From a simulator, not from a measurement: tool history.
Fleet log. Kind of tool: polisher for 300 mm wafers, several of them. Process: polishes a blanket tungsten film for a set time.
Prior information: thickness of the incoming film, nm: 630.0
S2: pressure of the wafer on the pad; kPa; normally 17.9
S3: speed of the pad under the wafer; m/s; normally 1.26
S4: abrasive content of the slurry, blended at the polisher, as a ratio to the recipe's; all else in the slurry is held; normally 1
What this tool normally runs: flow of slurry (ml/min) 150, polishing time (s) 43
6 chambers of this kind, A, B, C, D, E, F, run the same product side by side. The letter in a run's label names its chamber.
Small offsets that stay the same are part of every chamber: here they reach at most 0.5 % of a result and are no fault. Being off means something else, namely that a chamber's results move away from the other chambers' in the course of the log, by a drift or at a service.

{"hour": 5.2, "done": "chamber E: slurry blender recalibrated"}
{"hour": 6.5, "done": "chamber F: slurry blender recalibrated"}
{"run": "1C", "hour": 6.5, "flow of slurry (ml/min)": 150, "S2": 17.9, "S3": 1.26, "S4": 1, "polishing time (s)": 43, "film removed (Å)": 1552.3}
{"hour": 11.5, "done": "chamber A: slurry tank refilled with fresh slurry and peroxide"}
{"run": "2F", "hour": 12.2, "flow of slurry (ml/min)": 150, "S2": 17.9, "S3": 1.26, "S4": 1, "polishing time (s)": 43, "film removed (Å)": 1478.9}
{"hour": 18.0, "done": "chamber C: worn pad replaced by a new one"}
{"run": "3A", "hour": 18.0, "flow of slurry (ml/min)": 150, "S2": 17.9, "S3": 1.26, "S4": 1, "polishing time (s)": 43, "film removed (Å)": 1529.3}
{"hour": 21.0, "done": "chamber D: head pressure recalibrated"}
{"hour": 25.7, "done": "chamber B: worn pad replaced by a new one"}
{"run": "4E", "hour": 26.3, "flow of slurry (ml/min)": 150, "S2": 17.9, "S3": 1.26, "S4": 1, "polishing time (s)": 43, "film removed (Å)": 1486.3}
{"hour": 27.4, "done": "chamber B: slurry tank refilled with fresh slurry and peroxide"}
{"run": "5B", "hour": 32.3, "flow of slurry (ml/min)": 150, "S2": 17.9, "S3": 1.26, "S4": 1, "polishing time (s)": 43, "film removed (Å)": 1496.2}
{"hour": 36.3, "done": "chamber D: worn pad replaced by a new one"}
{"hour": 37.4, "done": "chamber B: slurry blender recalibrated"}
{"run": "6D", "hour": 42.1, "flow of slurry (ml/min)": 150, "S2": 17.9, "S3": 1.26, "S4": 1, "polishing time (s)": 43, "film removed (Å)": 1486}
{"hour": 44.5, "done": "chamber E: slurry tank refilled with fresh slurry and peroxide"}
{"hour": 47.3, "done": "chamber E: worn pad replaced by a new one"}
{"run": "7B", "hour": 52.9, "flow of slurry (ml/min)": 150, "S2": 17.9, "S3": 1.26, "S4": 1, "polishing time (s)": 43, "film removed (Å)": 1503}
{"run": "8C", "hour": 59.5, "flow of slurry (ml/min)": 150, "S2": 17.9, "S3": 1.26, "S4": 1, "polishing time (s)": 43, "film removed (Å)": 1523.4}
{"hour": 61.0, "done": "chamber F: slurry tank refilled with fresh slurry and peroxide"}
{"run": "9D", "hour": 68.7, "flow of slurry (ml/min)": 150, "S2": 17.9, "S3": 1.26, "S4": 1, "polishing time (s)": 43, "film removed (Å)": 1497.8}
{"hour": 74.5, "done": "chamber A: worn pad replaced by a new one"}
{"run": "10E", "hour": 76.3, "flow of slurry (ml/min)": 150, "S2": 17.9, "S3": 1.26, "S4": 1, "polishing time (s)": 43, "film removed (Å)": 1522}
{"hour": 81.5, "done": "chamber D: slurry blender recalibrated"}
{"hour": 84.0, "done": "chamber D: slurry tank refilled with fresh slurry and peroxide"}
{"run": "11F", "hour": 87.5, "flow of slurry (ml/min)": 150, "S2": 17.9, "S3": 1.26, "S4": 1, "polishing time (s)": 43, "film removed (Å)": 1496.1}
{"hour": 87.9, "done": "chamber B: slurry tank refilled with fresh slurry and peroxide"}
{"hour": 94.6, "done": "chamber E: head pressure recalibrated"}
{"hour": 95.5, "done": "chamber B: worn pad replaced by a new one"}
{"run": "12A", "hour": 95.8, "flow of slurry (ml/min)": 150, "S2": 17.9, "S3": 1.26, "S4": 1, "polishing time (s)": 43, "film removed (Å)": 1500.9}
{"hour": 98.0, "done": "chamber C: worn pad replaced by a new one"}
{"run": "13E", "hour": 106.9, "flow of slurry (ml/min)": 150, "S2": 17.9, "S3": 1.26, "S4": 1, "polishing time (s)": 43, "film removed (Å)": 1499.9}
{"hour": 113.0, "done": "chamber E: worn pad replaced by a new one"}
{"run": "14C", "hour": 113.9, "flow of slurry (ml/min)": 150, "S2": 17.9, "S3": 1.26, "S4": 1, "polishing time (s)": 43, "film removed (Å)": 1525.4}
{"hour": 114.2, "done": "chamber A: head pressure recalibrated"}
{"hour": 116.7, "done": "chamber D: worn pad replaced by a new one"}
{"hour": 119.4, "done": "chamber F: worn pad replaced by a new one"}
{"run": "15B", "hour": 125.3, "flow of slurry (ml/min)": 150, "S2": 17.9, "S3": 1.26, "S4": 1, "polishing time (s)": 43, "film removed (Å)": 1523.4}
{"hour": 125.7, "done": "chamber E: slurry tank refilled with fresh slurry and peroxide"}
{"run": "16D", "hour": 135.9, "flow of slurry (ml/min)": 150, "S2": 17.9, "S3": 1.26, "S4": 1, "polishing time (s)": 43, "film removed (Å)": 1531.9}
{"hour": 141.0, "done": "chamber C: slurry nozzle cleaned"}
{"run": "17A", "hour": 144.9, "flow of slurry (ml/min)": 165, "S2": 17.9, "S3": 1.26, "S4": 0.8, "polishing time (s)": 43, "film removed (Å)": 1351.6}
{"hour": 150.5, "done": "chamber B: slurry tank refilled with fresh slurry and peroxide"}
{"run": "18F", "hour": 154.0, "flow of slurry (ml/min)": 165, "S2": 17.9, "S3": 1.26, "S4": 0.8, "polishing time (s)": 43, "film removed (Å)": 1455.2}
{"hour": 156.4, "done": "chamber C: slurry tank refilled with fresh slurry and peroxide"}
{"hour": 161.2, "done": "chamber B: worn pad replaced by a new one"}
{"hour": 165.3, "done": "chamber F: slurry tank refilled with fresh slurry and peroxide"}
{"run": "19C", "hour": 166.3, "flow of slurry (ml/min)": 165, "S2": 17.9, "S3": 1.26, "S4": 0.8, "polishing time (s)": 43, "film removed (Å)": 1449.4}
{"hour": 178.4, "done": "chamber C: worn pad replaced by a new one"}
{"hour": 179.1, "done": "chamber B: slurry blender recalibrated"}
{"run": "20A", "hour": 179.2, "flow of slurry (ml/min)": 165, "S2": 17.9, "S3": 1.26, "S4": 0.8, "polishing time (s)": 43, "film removed (Å)": 1339.8}
{"hour": 181.2, "done": "chamber A: worn pad replaced by a new one"}
{"run": "21D", "hour": 186.3, "flow of slurry (ml/min)": 165, "S2": 17.9, "S3": 1.26, "S4": 0.8, "polishing time (s)": 43, "film removed (Å)": 1486.9}
{"hour": 187.4, "done": "chamber E: worn pad replaced by a new one"}
{"hour": 188.2, "done": "chamber A: slurry tank refilled with fresh slurry and peroxide"}
{"hour": 190.3, "done": "chamber C: slurry blender recalibrated"}
{"hour": 193.3, "done": "chamber D: worn pad replaced by a new one"}
{"run": "22B", "hour": 194.9, "flow of slurry (ml/min)": 165, "S2": 17.9, "S3": 1.26, "S4": 0.8, "polishing time (s)": 43, "film removed (Å)": 1425.2}
{"run": "23F", "hour": 201.8, "flow of slurry (ml/min)": 150, "S2": 17.9, "S3": 1.26, "S4": 1, "polishing time (s)": 43, "film removed (Å)": 1483.4}
{"hour": 207.3, "done": "chamber E: slurry tank refilled with fresh slurry and peroxide"}
{"run": "24E", "hour": 211.5, "flow of slurry (ml/min)": 150, "S2": 17.9, "S3": 1.26, "S4": 1, "polishing time (s)": 43, "film removed (Å)": 1514.7}
{"run": "25C", "hour": 217.6, "flow of slurry (ml/min)": 150, "S2": 17.9, "S3": 1.26, "S4": 1, "polishing time (s)": 43, "film removed (Å)": 1537.1}
{"hour": 217.9, "done": "chamber B: slurry tank refilled with fresh slurry and peroxide"}
{"run": "26B", "hour": 225.5, "flow of slurry (ml/min)": 150, "S2": 17.9, "S3": 1.26, "S4": 1, "polishing time (s)": 43, "film removed (Å)": 1508.8}
{"hour": 229.0, "done": "chamber B: worn pad replaced by a new one"}
{"run": "27D", "hour": 231.9, "flow of slurry (ml/min)": 150, "S2": 17.9, "S3": 1.26, "S4": 1, "polishing time (s)": 43, "film removed (Å)": 1483.8}
{"run": "28E", "hour": 241.1, "flow of slurry (ml/min)": 150, "S2": 17.9, "S3": 1.26, "S4": 1, "polishing time (s)": 43, "film removed (Å)": 1519.1}
{"hour": 244.3, "done": "chamber F: slurry nozzle cleaned"}
{"hour": 248.3, "done": "chamber C: worn pad replaced by a new one"}
{"hour": 252.1, "done": "chamber F: worn pad replaced by a new one"}
{"hour": 252.4, "done": "chamber E: worn pad replaced by a new one"}
{"run": "29A", "hour": 253.4, "flow of slurry (ml/min)": 150, "S2": 17.9, "S3": 1.26, "S4": 1, "polishing time (s)": 43, "film removed (Å)": 1433.7}
{"run": "30F", "hour": 262.8, "flow of slurry (ml/min)": 150, "S2": 17.9, "S3": 1.26, "S4": 1, "polishing time (s)": 43, "film removed (Å)": 1485.2}
{"hour": 264.7, "done": "chamber D: slurry tank refilled with fresh slurry and peroxide"}
{"hour": 267.8, "done": "chamber A: slurry blender recalibrated"}
{"hour": 268.6, "done": "chamber F: slurry tank refilled with fresh slurry and peroxide"}
{"run": "31C", "hour": 272.1, "flow of slurry (ml/min)": 150, "S2": 17.9, "S3": 1.26, "S4": 1, "polishing time (s)": 43, "film removed (Å)": 1519.7}
{"hour": 273.2, "done": "chamber D: worn pad replaced by a new one"}
{"hour": 273.7, "done": "chamber A: worn pad replaced by a new one"}
{"hour": 278.0, "done": "chamber D: slurry blender recalibrated"}
{"run": "32E", "hour": 280.5, "flow of slurry (ml/min)": 150, "S2": 17.9, "S3": 1.26, "S4": 1, "polishing time (s)": 43, "film removed (Å)": 1472.3}
{"hour": 282.9, "done": "chamber B: slurry tank refilled with fresh slurry and peroxide"}
{"hour": 284.7, "done": "chamber E: slurry tank refilled with fresh slurry and peroxide"}
{"run": "33F", "hour": 290.5, "flow of slurry (ml/min)": 150, "S2": 17.9, "S3": 1.26, "S4": 1, "polishing time (s)": 43, "film removed (Å)": 1494.5}
{"run": "34B", "hour": 297.1, "flow of slurry (ml/min)": 150, "S2": 17.9, "S3": 1.26, "S4": 1, "polishing time (s)": 43, "film removed (Å)": 1529.6}
{"hour": 298.1, "done": "chamber B: worn pad replaced by a new one"}
{"hour": 306.2, "done": "chamber C: slurry tank refilled with fresh slurry and peroxide"}
{"run": "35A", "hour": 309.1, "flow of slurry (ml/min)": 150, "S2": 17.9, "S3": 1.26, "S4": 1, "polishing time (s)": 43, "film removed (Å)": 1398.5}
{"hour": 314.1, "done": "chamber E: worn pad replaced by a new one"}
{"run": "36D", "hour": 315.4, "flow of slurry (ml/min)": 150, "S2": 17.9, "S3": 1.26, "S4": 1, "polishing time (s)": 43, "film removed (Å)": 1517.8}
{"run": "37D", "hour": 324.3, "flow of slurry (ml/min)": 150, "S2": 17.9, "S3": 1.26, "S4": 1, "polishing time (s)": 43, "film removed (Å)": 1521.6}
{"hour": 327.5, "done": "chamber C: worn pad replaced by a new one"}
{"run": "38B", "hour": 331.1, "flow of slurry (ml/min)": 150, "S2": 12.4, "S3": 1.26, "S4": 0.85, "polishing time (s)": 43, "film removed (Å)": 1011.9}
{"run": "39E", "hour": 340.0, "flow of slurry (ml/min)": 150, "S2": 12.4, "S3": 1.26, "S4": 0.85, "polishing time (s)": 43, "film removed (Å)": 1009.8}
{"run": "40C", "hour": 351.5, "flow of slurry (ml/min)": 150, "S2": 12.4, "S3": 1.26, "S4": 0.85, "polishing time (s)": 43, "film removed (Å)": 1025.4}

For the next run the whole fleet of 6 chambers uses the same settings. Give each chamber's results:
{"run": "41A", "hour": 360.8, "flow of slurry (ml/min)": 150, "S2": 17.9, "S3": 0.9, "S4": 1, "polishing time (s)": 43, "film removed (Å)": "?"}
{"run": "41B", "hour": 360.8, "flow of slurry (ml/min)": 150, "S2": 17.9, "S3": 0.9, "S4": 1, "polishing time (s)": 43, "film removed (Å)": "?"}
{"run": "41C", "hour": 360.8, "flow of slurry (ml/min)": 150, "S2": 17.9, "S3": 0.9, "S4": 1, "polishing time (s)": 43, "film removed (Å)": "?"}
{"run": "41D", "hour": 360.8, "flow of slurry (ml/min)": 150, "S2": 17.9, "S3": 0.9, "S4": 1, "polishing time (s)": 43, "film removed (Å)": "?"}
{"run": "41E", "hour": 360.8, "flow of slurry (ml/min)": 150, "S2": 17.9, "S3": 0.9, "S4": 1, "polishing time (s)": 43, "film removed (Å)": "?"}
{"run": "41F", "hour": 360.8, "flow of slurry (ml/min)": 150, "S2": 17.9, "S3": 0.9, "S4": 1, "polishing time (s)": 43, "film removed (Å)": "?"}

run=41A film_removed_(Å)=997.55
run=41B film_removed_(Å)=1064
run=41C film_removed_(Å)=1097.9
run=41D film_removed_(Å)=1057.4
run=41E film_removed_(Å)=1074.6
run=41F film_removed_(Å)=1031.6
